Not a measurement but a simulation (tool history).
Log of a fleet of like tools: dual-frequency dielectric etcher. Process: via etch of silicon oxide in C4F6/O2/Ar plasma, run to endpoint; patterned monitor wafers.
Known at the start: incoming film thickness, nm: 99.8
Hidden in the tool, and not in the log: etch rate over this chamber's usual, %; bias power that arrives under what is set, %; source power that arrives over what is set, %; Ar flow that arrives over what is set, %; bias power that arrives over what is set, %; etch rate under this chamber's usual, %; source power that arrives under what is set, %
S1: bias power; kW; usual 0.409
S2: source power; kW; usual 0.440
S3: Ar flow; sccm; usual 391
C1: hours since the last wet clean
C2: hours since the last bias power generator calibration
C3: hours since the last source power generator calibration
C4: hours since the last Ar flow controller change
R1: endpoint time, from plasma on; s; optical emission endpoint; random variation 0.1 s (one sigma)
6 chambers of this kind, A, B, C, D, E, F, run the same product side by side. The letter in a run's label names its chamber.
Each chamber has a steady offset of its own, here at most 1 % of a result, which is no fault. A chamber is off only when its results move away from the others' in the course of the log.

{"run": "1D", "hour": 2.9, "S1": 0.409, "S2": 0.44, "S3": 391, "C1": 238.4, "C2": 139.4, "C3": 583.3, "C4": 11.8, "R1": 23.592}
{"run": "2F", "hour": 6.5, "S1": 0.409, "S2": 0.44, "S3": 391, "C1": 618.6, "C2": 2500.6, "C3": 661.4, "C4": 408.3, "R1": 23.483}
{"run": "3E", "hour": 10.8, "S1": 0.409, "S2": 0.44, "S3": 391, "C1": 390.7, "C2": 506.4, "C3": 152.8, "C4": 4138.4, "R1": 23.407}
{"hour": 11.4, "done": "chamber A: wet clean of the chamber"}
{"hour": 15.4, "done": "chamber F: wet clean of the chamber"}
{"run": "4B", "hour": 15.9, "S1": 0.409, "S2": 0.44, "S3": 391, "C1": 255.1, "C2": 341.3, "C3": 4319.1, "C4": 493.1, "R1": 23.661}
{"run": "5A", "hour": 19.8, "S1": 0.409, "S2": 0.44, "S3": 391, "C1": 8.4, "C2": 1661.9, "C3": 1988.3, "C4": 689.0, "R1": 23.614}
{"hour": 22.0, "done": "chamber E: Ar flow controller replaced"}
{"run": "6C", "hour": 24.9, "S1": 0.409, "S2": 0.44, "S3": 391, "C1": 271.7, "C2": 2457.9, "C3": 2133.7, "C4": 1639.5, "R1": 23.496}
{"run": "7E", "hour": 29.3, "S1": 0.409, "S2": 0.44, "S3": 391, "C1": 409.2, "C2": 524.9, "C3": 171.3, "C4": 7.3, "R1": 23.384}
{"run": "8A", "hour": 34.3, "S1": 0.409, "S2": 0.44, "S3": 391, "C1": 22.9, "C2": 1676.4, "C3": 2002.8, "C4": 703.5, "R1": 23.525}
{"run": "9F", "hour": 36.7, "S1": 0.409, "S2": 0.44, "S3": 475, "C1": 21.4, "C2": 2530.8, "C3": 691.6, "C4": 438.5, "R1": 24.006}
{"run": "10B", "hour": 39.7, "S1": 0.409, "S2": 0.44, "S3": 475, "C1": 278.9, "C2": 365.1, "C3": 4342.9, "C4": 516.9, "R1": 24.185}
{"run": "11D", "hour": 43.3, "S1": 0.409, "S2": 0.44, "S3": 475, "C1": 278.8, "C2": 179.8, "C3": 623.7, "C4": 52.2, "R1": 24.153}
{"run": "12C", "hour": 46.8, "S1": 0.409, "S2": 0.44, "S3": 475, "C1": 293.6, "C2": 2479.8, "C3": 2155.6, "C4": 1661.4, "R1": 24.102}
{"run": "13A", "hour": 51.0, "S1": 0.409, "S2": 0.44, "S3": 475, "C1": 39.6, "C2": 1693.1, "C3": 2019.5, "C4": 720.2, "R1": 24.127}
{"run": "14F", "hour": 55.3, "S1": 0.409, "S2": 0.44, "S3": 475, "C1": 40.0, "C2": 2549.4, "C3": 710.2, "C4": 457.1, "R1": 24.073}
{"run": "15D", "hour": 57.7, "S1": 0.409, "S2": 0.44, "S3": 391, "C1": 293.2, "C2": 194.2, "C3": 638.1, "C4": 66.6, "R1": 23.803}
{"run": "16C", "hour": 62.2, "S1": 0.409, "S2": 0.44, "S3": 391, "C1": 309.0, "C2": 2495.2, "C3": 2171.0, "C4": 1676.8, "R1": 23.787}
{"run": "17B", "hour": 64.8, "S1": 0.409, "S2": 0.44, "S3": 391, "C1": 304.0, "C2": 390.2, "C3": 4368.0, "C4": 542.0, "R1": 23.356}
{"run": "18E", "hour": 69.0, "S1": 0.409, "S2": 0.44, "S3": 391, "C1": 448.9, "C2": 564.6, "C3": 211.0, "C4": 47.0, "R1": 23.335}
{"hour": 69.4, "done": "chamber E: wet clean of the chamber"}
{"run": "19F", "hour": 71.6, "S1": 0.409, "S2": 0.44, "S3": 391, "C1": 56.3, "C2": 2565.7, "C3": 726.5, "C4": 473.4, "R1": 23.414}
{"run": "20B", "hour": 74.2, "S1": 0.409, "S2": 0.44, "S3": 391, "C1": 313.4, "C2": 399.6, "C3": 4377.4, "C4": 551.4, "R1": 23.554}
{"run": "21C", "hour": 77.5, "S1": 0.409, "S2": 0.44, "S3": 391, "C1": 324.3, "C2": 2510.5, "C3": 2186.3, "C4": 1692.1, "R1": 23.868}
{"run": "22A", "hour": 80.3, "S1": 0.409, "S2": 0.51, "S3": 467, "C1": 68.9, "C2": 1722.4, "C3": 2048.8, "C4": 749.5, "R1": 22.883}
{"run": "23E", "hour": 85.2, "S1": 0.409, "S2": 0.51, "S3": 467, "C1": 15.8, "C2": 580.8, "C3": 227.2, "C4": 63.2, "R1": 22.604}
{"run": "24D", "hour": 89.0, "S1": 0.409, "S2": 0.51, "S3": 467, "C1": 324.5, "C2": 225.5, "C3": 669.4, "C4": 97.9, "R1": 22.788}
{"run": "25B", "hour": 93.8, "S1": 0.409, "S2": 0.51, "S3": 467, "C1": 333.0, "C2": 419.2, "C3": 4397.0, "C4": 571.0, "R1": 22.827}
{"run": "26A", "hour": 97.5, "S1": 0.409, "S2": 0.51, "S3": 467, "C1": 86.1, "C2": 1739.6, "C3": 2066.0, "C4": 766.7, "R1": 22.734}
{"run": "27D", "hour": 101.3, "S1": 0.409, "S2": 0.51, "S3": 467, "C1": 336.8, "C2": 237.8, "C3": 681.7, "C4": 110.2, "R1": 22.889}
{"run": "28E", "hour": 105.5, "S1": 0.409, "S2": 0.44, "S3": 391, "C1": 36.1, "C2": 601.1, "C3": 247.5, "C4": 83.5, "R1": 23.421}
{"run": "29F", "hour": 109.9, "S1": 0.46, "S2": 0.44, "S3": 391, "C1": 94.6, "C2": 2604.0, "C3": 764.8, "C4": 511.7, "R1": 22.332}
{"run": "30C", "hour": 112.8, "S1": 0.46, "S2": 0.44, "S3": 391, "C1": 359.6, "C2": 2545.8, "C3": 2221.6, "C4": 1727.4, "R1": 23.19}
{"run": "31B", "hour": 115.3, "S1": 0.46, "S2": 0.44, "S3": 391, "C1": 354.5, "C2": 440.7, "C3": 4418.5, "C4": 592.5, "R1": 22.484}
{"run": "32E", "hour": 119.6, "S1": 0.46, "S2": 0.44, "S3": 391, "C1": 50.2, "C2": 615.2, "C3": 261.6, "C4": 97.6, "R1": 22.367}
{"run": "33F", "hour": 124.8, "S1": 0.46, "S2": 0.44, "S3": 391, "C1": 109.5, "C2": 2618.9, "C3": 779.7, "C4": 526.6, "R1": 22.403}
{"run": "34D", "hour": 128.3, "S1": 0.46, "S2": 0.44, "S3": 391, "C1": 363.8, "C2": 264.8, "C3": 708.7, "C4": 137.2, "R1": 22.599}
{"run": "35A", "hour": 132.0, "S1": 0.409, "S2": 0.44, "S3": 391, "C1": 120.6, "C2": 1774.1, "C3": 2100.5, "C4": 801.2, "R1": 23.437}
{"run": "36C", "hour": 134.7, "S1": 0.409, "S2": 0.44, "S3": 391, "C1": 381.5, "C2": 2567.7, "C3": 2243.5, "C4": 1749.3, "R1": 24.518}
{"run": "37A", "hour": 137.7, "S1": 0.409, "S2": 0.44, "S3": 391, "C1": 126.3, "C2": 1779.8, "C3": 2106.2, "C4": 806.9, "R1": 23.625}

Is one chamber off against the others, does the gauge drift, or is nothing wrong? If a chamber is off, say which, and what the likeliest cause is.

Chamber C drifts away from the others.
Cause: etch rate under this chamber's usual, % = 4.55.

Here are 4 candidates for chamber C's next run, each the usual settings with a change, their results left as question marks. Which one brings its results back in line with what the others give on the usual settings?
In line means no further than this from the other chambers' mean on the usual settings: R1 0.360 s
{"run": "38C-1", "hour": 141.6, "S1": 0.417, "S2": 0.45, "S3": 391, "R1": "?"}
{"run": "38C-2", "hour": 141.6, "S1": 0.431, "S2": 0.46, "S3": 384, "R1": "?"}
{"run": "38C-3", "hour": 141.6, "S1": 0.387, "S2": 0.42, "S3": 398, "R1": "?"}
{"run": "38C-4", "hour": 141.6, "S1": 0.409, "S2": 0.42, "S3": 395, "R1": "?"}

The other chambers' mean on the usual settings: R1 23.530 s
run=38C-1 R1=24.244
run=38C-2 R1=23.714
run=38C-3 R1=25.601
run=38C-4 R1=25.076
38C-2 brings the chamber back in line.
